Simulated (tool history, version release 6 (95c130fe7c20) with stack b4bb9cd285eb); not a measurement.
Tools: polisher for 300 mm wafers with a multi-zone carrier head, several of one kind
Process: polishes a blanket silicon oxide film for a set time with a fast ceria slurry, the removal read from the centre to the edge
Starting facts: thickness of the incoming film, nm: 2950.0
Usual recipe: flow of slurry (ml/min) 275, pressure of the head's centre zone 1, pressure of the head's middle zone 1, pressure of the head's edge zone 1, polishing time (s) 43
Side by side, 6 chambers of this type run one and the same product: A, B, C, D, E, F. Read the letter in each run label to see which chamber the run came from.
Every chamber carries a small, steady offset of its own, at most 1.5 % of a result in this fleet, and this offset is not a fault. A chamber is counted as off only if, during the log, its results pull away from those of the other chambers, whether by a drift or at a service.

| run | hour | flow of slurry (ml/min) | pressure of the head's centre zone | pressure of the head's middle zone | pressure of the head's edge zone | polishing time (s) | film removed at the wafer's centre (angstrom) | film removed at mid-radius (angstrom) | film removed at the wafer's edge (angstrom) |
|---|---|---|---|---|---|---|---|---|---|
| 1B | 12.4 | 275 | 1 | 1 | 1 | 43 | 12259 | 12114 | 12289 |
|  | 14.2 | chamber A: centre zone pressure recalibrated |
| 2C | 19.7 | 275 | 1 | 1 | 1 | 43 | 12136 | 12210 | 12562 |
|  | 24 | chamber A: worn pad replaced by a new one |
| 3F | 32.7 | 275 | 1 | 1 | 1 | 43 | 12191 | 12502 | 12393 |
|  | 34.4 | chamber F: worn pad replaced by a new one |
| 4E | 45.9 | 275 | 1 | 1 | 1 | 43 | 12162 | 12275 | 12209 |
| 5D | 56.5 | 275 | 1 | 1 | 1 | 43 | 12346 | 12453 | 12561 |
|  | 56.6 | chamber B: edge zone pressure recalibrated |
|  | 66.3 | chamber B: worn pad replaced by a new one |
| 6A | 69 | 275 | 1 | 1 | 1 | 43 | 12150 | 12392 | 12221 |
|  | 72.6 | chamber D: slurry nozzle cleaned |
| 7E | 81.9 | 275 | 1 | 1 | 1 | 43 | 12004 | 11878 | 11938 |
|  | 87.8 | chamber B: slurry nozzle cleaned |
| 8D | 92.5 | 275 | 1 | 1 | 1 | 43 | 11975 | 12527 | 11997 |
|  | 94.9 | chamber A: worn pad replaced by a new one |
| 9C | 103.4 | 275 | 1 | 1 | 1 | 43 | 12162 | 12269 | 12437 |
|  | 105.7 | chamber C: slurry nozzle cleaned |
|  | 114 | chamber D: worn pad replaced by a new one |
| 10A | 114.2 | 275 | 1 | 1 | 1 | 43 | 11969 | 12419 | 11940 |
|  | 122 | chamber D: edge zone pressure recalibrated |
| 11B | 125.5 | 275 | 1 | 1 | 1 | 43 | 12706 | 12479 | 12434 |
|  | 128.8 | chamber C: worn pad replaced by a new one |
| 12F | 136.5 | 275 | 1 | 1 | 1 | 43 | 12603 | 12256 | 12321 |
| 13C | 147.3 | 275 | 1 | 1 | 1 | 43 | 12621 | 12328 | 12325 |
| 14D | 155.1 | 275 | 0.93 | 1 | 1 | 43 | 11099 | 12399 | 12333 |
|  | 155.8 | chamber F: worn pad replaced by a new one |
| 15F | 164.2 | 275 | 0.93 | 1 | 1 | 43 | 11478 | 12379 | 12490 |
|  | 167.3 | chamber A: worn pad replaced by a new one |
| 16A | 174.1 | 275 | 0.93 | 1 | 1 | 43 | 11047 | 12305 | 12024 |
|  | 181.1 | chamber B: worn pad replaced by a new one |
| 17B | 181.8 | 275 | 0.93 | 1 | 1 | 43 | 11767 | 12200 | 12144 |
|  | 186.6 | chamber D: centre zone pressure recalibrated |
| 18E | 188.2 | 275 | 0.93 | 1 | 1 | 43 | 10726 | 11579 | 11720 |
|  | 192.3 | chamber E: centre zone pressure recalibrated |
|  | 194.8 | chamber E: edge zone pressure recalibrated |
| 19B | 195.4 | 275 | 0.93 | 1 | 1 | 43 | 11422 | 12413 | 11997 |
| 20A | 207.1 | 245 | 1 | 1 | 1.06 | 43 | 12334 | 12103 | 12654 |
| 21F | 214.5 | 245 | 1 | 1 | 1.06 | 43 | 12309 | 12272 | 12512 |
| 22D | 222.4 | 245 | 1 | 1 | 1.06 | 43 | 11768 | 12190 | 12569 |
| 23E | 232 | 245 | 1 | 1 | 1.06 | 43 | 11371 | 11296 | 11796 |
| 24C | 241.5 | 245 | 1 | 1 | 1.06 | 43 | 12251 | 12234 | 12857 |
| 25C | 248.5 | 245 | 1 | 1 | 1.06 | 43 | 12092 | 12220 | 12619 |
|  | 251.2 | chamber A: worn pad replaced by a new one |
|  | 256.5 | chamber B: centre zone pressure recalibrated |
| 26B | 257 | 275 | 1 | 1 | 1 | 43 | 12160 | 11953 | 12337 |
|  | 266.3 | chamber F: worn pad replaced by a new one |
| 27E | 270.3 | 275 | 1 | 1 | 1 | 43 | 11126 | 11182 | 11271 |
| 28A | 277.6 | 275 | 1 | 1 | 1 | 43 | 12431 | 12299 | 12161 |
|  | 279.8 | chamber D: worn pad replaced by a new one |
|  | 280.3 | chamber C: worn pad replaced by a new one |
| 29F | 289.6 | 275 | 1 | 1 | 1 | 49 | 13750 | 14198 | 13725 |
|  | 297.6 | chamber B: worn pad replaced by a new one |
| 30D | 298 | 275 | 1 | 1 | 1 | 49 | 13852 | 14101 | 13869 |
|  | 302.1 | chamber B: slurry nozzle cleaned |
| 31E | 305.9 | 275 | 1 | 1 | 1 | 49 | 12745 | 12617 | 12784 |
|  | 314.4 | chamber A: slurry nozzle cleaned |
| 32C | 315.9 | 275 | 1 | 1 | 1 | 49 | 13823 | 13852 | 13609 |
| 33B | 324.2 | 275 | 1 | 1 | 1 | 49 | 14122 | 13926 | 13930 |
|  | 325 | chamber A: worn pad replaced by a new one |
|  | 331.7 | chamber E: slurry nozzle cleaned |
| 34F | 334.9 | 275 | 1 | 1 | 1 | 49 | 13974 | 13806 | 14208 |
| 35D | 346.3 | 275 | 1 | 1 | 1 | 43 | 12319 | 12404 | 12213 |
|  | 353.9 | chamber A: edge zone pressure recalibrated |
| 36A | 356.1 | 275 | 1 | 1 | 1 | 43 | 12228 | 12742 | 12463 |
| 37F | 363.1 | 275 | 1 | 1 | 1 | 43 | 12157 | 12340 | 12215 |
| 38D | 375.8 | 275 | 1 | 1.08 | 0.92 | 43 | 12313 | 13443 | 12079 |
| 39B | 387.3 | 275 | 1 | 1.08 | 0.92 | 43 | 12516 | 13266 | 11903 |
|  | 397.8 | chamber A: worn pad replaced by a new one |
| 40E | 400.2 | 275 | 1 | 1.08 | 0.92 | 43 | 10719 | 11644 | 10400 |
| 41A | 406.7 | 275 | 1 | 1.08 | 0.92 | 43 | 12007 | 13453 | 11809 |
|  | 412.8 | chamber C: worn pad replaced by a new one |
| 42C | 413.7 | 275 | 1 | 1.08 | 0.92 | 43 | 12273 | 13138 | 11907 |

Predict what each chamber gives when all 6 of them run the settings below next.
| 43A | 423.4 | 275 | 1 | 1.1 | 1 | 43 | ? | ? | ? |
| 43B | 423.4 | 275 | 1 | 1.1 | 1 | 43 | ? | ? | ? |
| 43C | 423.4 | 275 | 1 | 1.1 | 1 | 43 | ? | ? | ? |
| 43D | 423.4 | 275 | 1 | 1.1 | 1 | 43 | ? | ? | ? |
| 43E | 423.4 | 275 | 1 | 1.1 | 1 | 43 | ? | ? | ? |
| 43F | 423.4 | 275 | 1 | 1.1 | 1 | 43 | ? | ? | ? |

| run | film removed at the wafer's centre (angstrom) | film removed at mid-radius (angstrom) | film removed at the wafer's edge (angstrom) |
|---|---|---|---|
| 43A | 12238 | 13437 | 12467 |
| 43B | 12581 | 13362 | 12414 |
| 43C | 12129 | 13338 | 12516 |
| 43D | 12462 | 13434 | 12301 |
| 43E | 10882 | 11498 | 10746 |
| 43F | 12053 | 13258 | 12227 |
